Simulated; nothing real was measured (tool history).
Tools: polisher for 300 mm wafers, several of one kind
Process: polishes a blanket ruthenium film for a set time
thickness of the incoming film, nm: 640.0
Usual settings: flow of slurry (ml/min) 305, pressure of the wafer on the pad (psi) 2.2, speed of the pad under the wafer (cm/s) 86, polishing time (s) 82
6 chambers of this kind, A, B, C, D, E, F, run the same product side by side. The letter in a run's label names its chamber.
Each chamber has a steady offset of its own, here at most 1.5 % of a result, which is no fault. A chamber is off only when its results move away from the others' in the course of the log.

| run | hour | flow of slurry (ml/min) | pressure of the wafer on the pad (psi) | speed of the pad under the wafer (cm/s) | polishing time (s) | film removed (nm) |
|---|---|---|---|---|---|---|
| 1C | 5.0 | 305 | 2.2 | 86 | 82 | 77.401 |
|  | 6.4 | chamber F: slurry nozzle cleaned |
| 2E | 9.6 | 305 | 2.2 | 86 | 82 | 77.746 |
| 3B | 14.0 | 305 | 2.2 | 86 | 82 | 77.724 |
|  | 16.0 | chamber E: worn pad replaced by a new one |
| 4A | 17.6 | 305 | 2.2 | 86 | 82 | 78.127 |
| 5D | 25.2 | 305 | 2.2 | 86 | 82 | 78.559 |
| 6F | 30.5 | 305 | 2.2 | 86 | 82 | 78.621 |
|  | 33.3 | chamber B: worn pad replaced by a new one |
| 7B | 36.1 | 305 | 2.2 | 86 | 82 | 78.513 |
|  | 37.4 | chamber F: worn pad replaced by a new one |
|  | 38.4 | chamber A: worn pad replaced by a new one |
| 8E | 43.9 | 255 | 2.2 | 86 | 82 | 76.739 |
| 9C | 50.0 | 255 | 2.2 | 86 | 82 | 75.486 |
|  | 54.5 | chamber D: head pressure recalibrated |
| 10F | 57.6 | 255 | 2.2 | 86 | 82 | 77.488 |
| 11D | 64.8 | 255 | 2.2 | 86 | 82 | 76.798 |
|  | 66.4 | chamber C: worn pad replaced by a new one |
| 12A | 69.9 | 255 | 2.2 | 86 | 82 | 76.899 |
| 13A | 75.4 | 255 | 2.2 | 86 | 82 | 76.836 |
| 14B | 80.9 | 305 | 2.2 | 64 | 97 | 68.459 |
|  | 83.5 | chamber C: head pressure recalibrated |
| 15D | 87.5 | 305 | 2.2 | 64 | 97 | 69.771 |
| 16C | 93.3 | 305 | 2.2 | 64 | 97 | 67.466 |
|  | 96.6 | chamber A: worn pad replaced by a new one |
| 17E | 97.0 | 305 | 2.2 | 64 | 97 | 68.357 |
| 18F | 102.1 | 305 | 2.2 | 64 | 97 | 69.866 |
| 19F | 109.2 | 305 | 2.2 | 64 | 97 | 68.795 |
|  | 111.2 | chamber E: worn pad replaced by a new one |
|  | 111.3 | chamber D: slurry nozzle cleaned |
|  | 112.2 | chamber B: worn pad replaced by a new one |
| 20B | 115.1 | 305 | 2.2 | 86 | 82 | 78.491 |
|  | 115.8 | chamber A: slurry nozzle cleaned |
| 21E | 119.1 | 305 | 2.2 | 70 | 107 | 81.619 |
| 22A | 125.8 | 305 | 2.2 | 70 | 107 | 83.731 |
| 23D | 132.9 | 305 | 2.2 | 70 | 107 | 82.676 |
|  | 136.9 | chamber F: worn pad replaced by a new one |
| 24C | 139.2 | 305 | 2.2 | 70 | 107 | 81.784 |
| 25B | 143.5 | 305 | 2.2 | 70 | 107 | 82.865 |
| 26A | 148.7 | 305 | 2.2 | 70 | 107 | 82.154 |
| 27D | 153.8 | 305 | 2.2 | 86 | 82 | 77.077 |
| 28E | 159.6 | 305 | 2.2 | 86 | 82 | 77.914 |
|  | 161.8 | chamber A: worn pad replaced by a new one |
| 29C | 164.0 | 305 | 2.2 | 86 | 82 | 76.599 |
|  | 166.2 | chamber B: slurry nozzle cleaned |
| 30F | 168.6 | 305 | 2.2 | 86 | 82 | 77.337 |
| 31B | 172.6 | 305 | 2.2 | 86 | 105 | 99.857 |
| 32E | 179.3 | 305 | 2.2 | 86 | 105 | 99.508 |
| 33D | 186.3 | 305 | 2.2 | 86 | 105 | 97.270 |
|  | 189.7 | chamber C: worn pad replaced by a new one |
| 34A | 191.7 | 305 | 2.2 | 86 | 105 | 99.684 |
| 35C | 198.6 | 305 | 2.2 | 86 | 105 | 98.345 |
| 36F | 202.8 | 305 | 2.2 | 86 | 105 | 100.780 |
| 37A | 207.7 | 305 | 2.2 | 86 | 82 | 79.000 |
| 38D | 211.8 | 305 | 2.2 | 86 | 82 | 74.826 |

What goes on in this fleet: one chamber off, a drifting gauge, or nothing beyond the chambers' own small offsets? Name the chamber and the cause, if any.

Chamber D drifts away from the others.
Cause: removal rate lost through wear of the pad, % = 3.93.
The log may not tell that from: head's pressure below its setpoint, %.

Here are 4 candidates for chamber D's next run, each the usual settings with a change, their results left as question marks. Which one brings its results back in line with what the others give on the usual settings?
In line means no further than this from the other chambers' mean on the usual settings: film removed (nm) 1.600
| 39D-1 | 217.5 | 210 | 2.2 | 86 | 82 | ? |
| 39D-2 | 217.5 | 305 | 2.2 | 92 | 82 | ? |
| 39D-3 | 217.5 | 305 | 2.2 | 86 | 84 | ? |
| 39D-4 | 217.5 | 305 | 2.1 | 86 | 80 | ? |

The other chambers' mean on the usual settings: film removed (nm) 77.773
| run | film removed (nm) |
|---|---|
| 39D-1 | 72.330 |
| 39D-2 | 80.392 |
| 39D-3 | 77.057 |
| 39D-4 | 70.069 |
39D-3 brings the chamber back in line.

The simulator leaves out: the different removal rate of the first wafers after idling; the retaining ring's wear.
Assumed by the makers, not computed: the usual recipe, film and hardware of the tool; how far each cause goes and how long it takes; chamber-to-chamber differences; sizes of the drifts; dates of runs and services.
